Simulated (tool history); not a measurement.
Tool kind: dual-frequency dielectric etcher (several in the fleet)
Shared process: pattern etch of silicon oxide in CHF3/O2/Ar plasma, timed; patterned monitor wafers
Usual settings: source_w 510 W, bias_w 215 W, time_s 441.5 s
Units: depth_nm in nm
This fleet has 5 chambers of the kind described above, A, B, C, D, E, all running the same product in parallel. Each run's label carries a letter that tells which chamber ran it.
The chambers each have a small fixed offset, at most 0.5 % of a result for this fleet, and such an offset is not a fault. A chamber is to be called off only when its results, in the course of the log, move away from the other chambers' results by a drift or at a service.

run	day	source_w	bias_w	time_s	hours since the last wet clean	hours since the last source power generator calibration	hours since the last bias power generator calibration	read-back reference wafer on the same gauge, depth_nm	depth_nm
1E	0.258	510	215	441.5	46.6	2933.7	2995.8	792.84	876.21
2C	0.421	510	215	441.5	313.0	1734.0	791.6	793.21	875.60
3B	0.621	510	215	441.5	270.3	2560.6	2711.1	792.85	867.03
4A	0.775	510	215	441.5	164.2	1006.2	1709.7	792.90	877.31
5D	0.917	450	215	441.5	234.6	701.7	672.0	792.50	837.80
6C	1.083	450	215	441.5	328.9	1749.9	807.5	792.99	833.42
7A	1.288	450	215	441.5	176.5	1018.5	1722.0	793.31	835.68
8E	1.458	450	215	441.5	75.4	2962.5	3024.6	793.33	827.99
9B	1.700	450	215	441.5	296.2	2586.5	2737.0	793.21	831.58
10D	1.817	510	215	441.5	256.2	723.3	693.6	792.64	878.09
11C	1.983	400	248	441.5	350.5	1771.5	829.1	792.83	841.96
12E	2.246	400	248	441.5	94.3	2981.4	3043.5	792.56	833.87
13A	2.496	400	248	441.5	205.5	1047.5	1751.0	792.71	836.56
14B	2.671	400	248	441.5	319.5	2609.8	2760.3	793.32	829.34
15D	2.817	400	248	441.5	280.2	747.3	717.6	793.48	846.19
16E	2.992	510	215	493.5	112.2	2999.3	3061.4	793.11	972.86
17B	3.221	510	215	493.5	332.7	2623.0	2773.5	792.78	972.68
18A	3.354	510	215	493.5	226.1	1068.1	1771.6	792.67	966.86
19C	3.542	510	215	493.5	387.9	1808.9	866.5	792.73	976.65
20D	3.733	510	215	493.5	302.2	769.3	739.6	793.26	979.80
21C	3.892	510	215	441.5	396.3	1817.3	874.9	793.58	878.08
22D	4.108	510	183	441.5	311.2	778.3	748.6	793.11	829.12
23B	4.242	510	183	441.5	357.2	2647.5	2798.0	793.59	823.91
24E	4.433	510	183	441.5	146.8	3033.9	3096.0	792.66	824.97
25A	4.600	510	183	441.5	256.0	1098.0	1801.5	793.00	819.41
26C	4.746	510	183	441.5	416.8	1837.8	895.4	792.62	831.78
27A	4.912	510	215	441.5	263.5	1105.5	1809.0	792.30	866.26
28E	5.054	510	215	441.5	161.7	3048.8	3110.9	792.90	875.47
29D	5.292	510	215	441.5	339.6	806.7	777.0	793.28	876.77
30B	5.533	510	215	441.5	388.2	2678.5	2829.0	792.96	873.64
31E	5.762	510	215	441.5	178.7	3065.8	3127.9	792.25	873.94
32C	5.962	510	215	441.5	446.0	1867.0	924.6	793.21	873.51
# day 6.208: chamber B: wet clean of the chamber
33D	6.225	510	215	441.5	362.0	829.1	799.4	793.05	876.44
34B	6.396	510	215	441.5	4.6	2699.2	2849.7	793.45	870.92
35A	6.517	510	215	441.5	302.0	1144.0	1847.5	793.21	858.58
36D	6.746	510	215	441.5	374.5	841.6	811.9	793.10	879.68

Each of the 5 chambers runs these same settings next. Fill in every chamber's results:
37A	6.938	510	215	441.5					?
37B	6.938	510	215	441.5					?
37C	6.938	510	215	441.5					?
37D	6.938	510	215	441.5					?
37E	6.938	510	215	441.5					?

run	depth_nm
37A	857.63
37B	867.20
37C	876.34
37D	878.97
37E	869.62
